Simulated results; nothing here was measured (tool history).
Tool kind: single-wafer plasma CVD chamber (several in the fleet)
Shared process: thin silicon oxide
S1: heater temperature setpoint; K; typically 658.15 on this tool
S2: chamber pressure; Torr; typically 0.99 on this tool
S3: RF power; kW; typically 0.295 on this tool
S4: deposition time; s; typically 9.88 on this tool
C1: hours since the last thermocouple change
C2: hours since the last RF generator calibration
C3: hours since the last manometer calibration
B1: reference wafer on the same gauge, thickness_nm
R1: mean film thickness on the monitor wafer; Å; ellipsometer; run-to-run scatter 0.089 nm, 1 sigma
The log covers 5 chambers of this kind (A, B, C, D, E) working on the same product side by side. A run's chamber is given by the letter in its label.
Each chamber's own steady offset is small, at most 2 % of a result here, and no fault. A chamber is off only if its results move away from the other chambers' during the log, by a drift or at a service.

run	hour	S1	S2	S3	S4	C1	C2	C3	B1	R1
1B	7.9	658.15	0.99	0.295	9.88	490.4	1108.3	550.9	22.505	221.34
2E	15.8	658.15	0.99	0.295	9.88	1611.7	726.5	1060.3	22.489	217.26
3C	21.7	658.15	0.99	0.295	9.88	2597.8	411.7	1389.8	22.518	215.32
4D	27.7	658.15	0.99	0.295	9.88	2144.4	1457.1	933.5	22.496	219.76
5A	36.4	658.15	0.99	0.295	9.88	57.1	103.1	732.5	22.506	218.97
# hour 41.4: chamber D: thermocouple changed; heater temperature recalibrated
6B	41.6	658.15	0.99	0.295	9.88	524.1	1142.0	584.6	22.519	222.68
# hour 42.4: chamber E: thermocouple changed; heater temperature recalibrated
7E	48.4	658.15	0.99	0.295	9.88	6.0	759.1	1092.9	22.524	219.77
# hour 50.8: chamber B: RF generator calibrated
8D	56.4	658.15	0.99	0.295	9.88	15.1	1485.8	962.2	22.509	217.39
9A	64.6	658.15	0.99	0.295	9.88	85.3	131.3	760.7	22.495	219.94
10C	73.1	658.15	0.99	0.295	9.88	2649.2	463.1	1441.2	22.500	214.51
11B	83.5	671.15	0.99	0.295	8.66	566.0	32.7	626.5	22.482	192.74
12A	92.7	671.15	0.99	0.295	8.66	113.4	159.4	788.8	22.502	188.69
13E	102.4	671.15	0.99	0.295	8.66	60.0	813.1	1146.9	22.506	190.84
14D	109.7	671.15	0.99	0.295	8.66	68.4	1539.1	1015.5	22.506	187.89
15C	117.2	671.15	0.99	0.295	8.66	2693.3	507.2	1485.3	22.497	187.17
16B	123.7	649.15	0.99	0.295	9.88	606.2	72.9	666.7	22.498	222.75
17A	132.4	649.15	0.99	0.295	9.88	153.1	199.1	828.5	22.489	220.60
18E	143.5	649.15	0.99	0.295	9.88	101.1	854.2	1188.0	22.502	220.67
19D	149.7	649.15	0.99	0.295	9.88	108.4	1579.1	1055.5	22.505	219.93
20C	157.7	649.15	0.99	0.295	9.88	2733.8	547.7	1525.8	22.507	217.86
# hour 163.9: chamber A: capacitance manometer re-zeroed and calibrated
21A	165.2	663.15	0.99	0.335	9.88	185.9	231.9	1.3	22.498	222.83
22D	171.2	663.15	0.99	0.335	9.88	129.9	1600.6	1077.0	22.509	227.07
23E	181.0	663.15	0.99	0.335	9.88	138.6	891.7	1225.5	22.490	228.44
24B	191.9	663.15	0.99	0.335	9.88	674.4	141.1	734.9	22.500	232.66
25C	201.0	663.15	0.99	0.335	9.88	2777.1	591.0	1569.1	22.513	225.02
26D	206.8	668.15	0.79	0.295	9.88	165.5	1636.2	1112.6	22.515	179.22
27C	214.0	668.15	0.79	0.295	9.88	2790.1	604.0	1582.1	22.493	175.57
28A	224.1	668.15	0.79	0.295	9.88	244.8	290.8	60.2	22.508	173.08
29E	233.4	668.15	0.79	0.295	9.88	191.0	944.1	1277.9	22.505	177.84
30B	244.3	668.15	0.79	0.295	9.88	726.8	193.5	787.3	22.492	180.70
31B	253.7	658.15	0.99	0.295	9.88	736.2	202.9	796.7	22.515	223.41
32D	261.4	658.15	0.99	0.260	9.01	220.1	1690.8	1167.2	22.519	188.81
33A	269.0	658.15	0.99	0.260	9.01	289.7	335.7	105.1	22.511	183.19
34E	274.3	658.15	0.99	0.260	9.01	231.9	985.0	1318.8	22.504	188.48
35C	285.0	658.15	0.99	0.260	9.01	2861.1	675.0	1653.1	22.486	186.59

What goes on in this fleet: one chamber off, a drifting gauge, or nothing beyond the chambers' own small offsets? Name the chamber and the cause, if any.

Chamber A has stood off from the others ever since a service on it.
Most likely cause: true pressure below the setpoint (%) = 3.25.

Here are 4 candidates for chamber A's next run, each the usual settings with a change, their results left as question marks. Which one brings its results back in line with what the others give on the usual settings?
Allowed miss from the other chambers' usual-settings mean, per result, to count as in line: R1 3.10 Å
36A-1	293.0	658.15	1.051	0.295	9.88					?
36A-2	293.0	658.15	1.003	0.295	9.98					?
36A-3	293.0	658.15	0.960	0.295	9.64					?
36A-4	293.0	658.15	0.990	0.295	9.69					?

Average result of the remaining chambers running the usual settings: R1 218.08 Å
run	R1
36A-1	222.50
36A-2	217.63
36A-3	202.54
36A-4	208.99
Change 36A-2 lands the chamber within the allowed miss of the other chambers.

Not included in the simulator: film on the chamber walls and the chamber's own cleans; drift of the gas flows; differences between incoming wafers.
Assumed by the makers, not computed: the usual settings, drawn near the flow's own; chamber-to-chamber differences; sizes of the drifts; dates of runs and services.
